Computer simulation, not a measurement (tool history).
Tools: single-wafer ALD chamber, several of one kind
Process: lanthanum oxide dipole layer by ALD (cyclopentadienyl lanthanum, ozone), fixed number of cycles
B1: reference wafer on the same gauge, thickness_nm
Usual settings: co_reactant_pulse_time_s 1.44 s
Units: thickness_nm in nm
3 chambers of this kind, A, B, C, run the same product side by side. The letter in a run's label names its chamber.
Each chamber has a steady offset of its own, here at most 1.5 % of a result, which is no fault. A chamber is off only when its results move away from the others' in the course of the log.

{"run": "1A", "hour": 5.3, "co_reactant_pulse_time_s": 1.44, "B1": 0.54602, "thickness_nm": 0.54313}
{"run": "2B", "hour": 11.4, "co_reactant_pulse_time_s": 1.44, "B1": 0.54605, "thickness_nm": 0.54669}
{"run": "3C", "hour": 20.7, "co_reactant_pulse_time_s": 1.44, "B1": 0.54604, "thickness_nm": 0.55195}
{"run": "4C", "hour": 25.3, "co_reactant_pulse_time_s": 1.44, "B1": 0.54629, "thickness_nm": 0.55075}
{"hour": 31.0, "done": "chamber C: ozone generator serviced"}
{"run": "5A", "hour": 33.8, "co_reactant_pulse_time_s": 1.68, "B1": 0.54633, "thickness_nm": 0.55527}
{"run": "6B", "hour": 44.1, "co_reactant_pulse_time_s": 1.68, "B1": 0.54655, "thickness_nm": 0.55898}
{"run": "7A", "hour": 50.7, "co_reactant_pulse_time_s": 1.68, "B1": 0.54657, "thickness_nm": 0.55535}
{"run": "8C", "hour": 58.9, "co_reactant_pulse_time_s": 1.44, "B1": 0.54655, "thickness_nm": 0.55342}
{"run": "9B", "hour": 66.6, "co_reactant_pulse_time_s": 1.44, "B1": 0.54658, "thickness_nm": 0.54657}
{"run": "10B", "hour": 71.7, "co_reactant_pulse_time_s": 1.44, "B1": 0.54667, "thickness_nm": 0.54745}
{"run": "11C", "hour": 80.4, "co_reactant_pulse_time_s": 1.44, "B1": 0.54681, "thickness_nm": 0.5528}
{"run": "12A", "hour": 89.8, "co_reactant_pulse_time_s": 1.8, "B1": 0.54699, "thickness_nm": 0.56047}
{"run": "13B", "hour": 98.5, "co_reactant_pulse_time_s": 1.8, "B1": 0.54703, "thickness_nm": 0.56366}
{"run": "14A", "hour": 104.3, "co_reactant_pulse_time_s": 1.8, "B1": 0.54711, "thickness_nm": 0.55908}
{"run": "15C", "hour": 114.3, "co_reactant_pulse_time_s": 1.44, "B1": 0.54702, "thickness_nm": 0.55224}
{"run": "16C", "hour": 120.6, "co_reactant_pulse_time_s": 1.44, "B1": 0.54737, "thickness_nm": 0.55289}
{"run": "17A", "hour": 126.6, "co_reactant_pulse_time_s": 1.44, "B1": 0.54738, "thickness_nm": 0.54377}
{"run": "18B", "hour": 136.1, "co_reactant_pulse_time_s": 1.44, "B1": 0.54735, "thickness_nm": 0.54775}
{"run": "19C", "hour": 140.7, "co_reactant_pulse_time_s": 1.44, "B1": 0.54747, "thickness_nm": 0.55394}
{"run": "20B", "hour": 145.3, "co_reactant_pulse_time_s": 1.98, "B1": 0.54744, "thickness_nm": 0.56822}
{"run": "21A", "hour": 154.9, "co_reactant_pulse_time_s": 1.98, "B1": 0.54756, "thickness_nm": 0.56419}
{"run": "22C", "hour": 162.4, "co_reactant_pulse_time_s": 1.98, "B1": 0.54762, "thickness_nm": 0.57532}
{"run": "23B", "hour": 167.5, "co_reactant_pulse_time_s": 1.44, "B1": 0.54751, "thickness_nm": 0.54825}
{"run": "24A", "hour": 175.0, "co_reactant_pulse_time_s": 1.71, "B1": 0.54765, "thickness_nm": 0.55714}
{"run": "25C", "hour": 185.4, "co_reactant_pulse_time_s": 1.71, "B1": 0.54765, "thickness_nm": 0.56838}
{"run": "26B", "hour": 195.7, "co_reactant_pulse_time_s": 1.71, "B1": 0.54785, "thickness_nm": 0.56084}
{"run": "27A", "hour": 200.9, "co_reactant_pulse_time_s": 1.44, "B1": 0.54789, "thickness_nm": 0.54363}
{"run": "28B", "hour": 206.4, "co_reactant_pulse_time_s": 1.44, "B1": 0.54793, "thickness_nm": 0.5481}
{"hour": 208.7, "done": "chamber B: thermocouple changed; heater temperature recalibrated"}
{"run": "29C", "hour": 212.6, "co_reactant_pulse_time_s": 1.44, "B1": 0.54801, "thickness_nm": 0.55395}
{"run": "30A", "hour": 217.3, "co_reactant_pulse_time_s": 0.95, "B1": 0.54809, "thickness_nm": 0.49107}
{"run": "31A", "hour": 227.1, "co_reactant_pulse_time_s": 0.95, "B1": 0.54823, "thickness_nm": 0.4905}
{"run": "32C", "hour": 233.0, "co_reactant_pulse_time_s": 0.95, "B1": 0.54814, "thickness_nm": 0.50115}
{"hour": 233.9, "done": "chamber C: thermocouple changed; heater temperature recalibrated"}
{"run": "33B", "hour": 241.1, "co_reactant_pulse_time_s": 1.44, "B1": 0.54835, "thickness_nm": 0.54946}
{"run": "34C", "hour": 248.0, "co_reactant_pulse_time_s": 1.44, "B1": 0.54844, "thickness_nm": 0.55253}
{"run": "35B", "hour": 258.1, "co_reactant_pulse_time_s": 1.13, "B1": 0.54861, "thickness_nm": 0.52131}
{"run": "36A", "hour": 262.6, "co_reactant_pulse_time_s": 1.13, "B1": 0.54873, "thickness_nm": 0.51777}
{"run": "37B", "hour": 269.9, "co_reactant_pulse_time_s": 1.13, "B1": 0.54864, "thickness_nm": 0.52201}
{"run": "38A", "hour": 276.5, "co_reactant_pulse_time_s": 1.44, "B1": 0.54899, "thickness_nm": 0.54415}
{"run": "39C", "hour": 281.9, "co_reactant_pulse_time_s": 1.44, "B1": 0.54872, "thickness_nm": 0.55442}
{"run": "40A", "hour": 287.2, "co_reactant_pulse_time_s": 1.03, "B1": 0.54888, "thickness_nm": 0.50448}

What goes on in this fleet: one chamber off, a drifting gauge, or nothing beyond the chambers' own small offsets? Name the chamber and the cause, if any.

The gauge drifts, so all chambers seem to drift together. No chamber is off.
Cause: gauge reads high (%) = 0.53.

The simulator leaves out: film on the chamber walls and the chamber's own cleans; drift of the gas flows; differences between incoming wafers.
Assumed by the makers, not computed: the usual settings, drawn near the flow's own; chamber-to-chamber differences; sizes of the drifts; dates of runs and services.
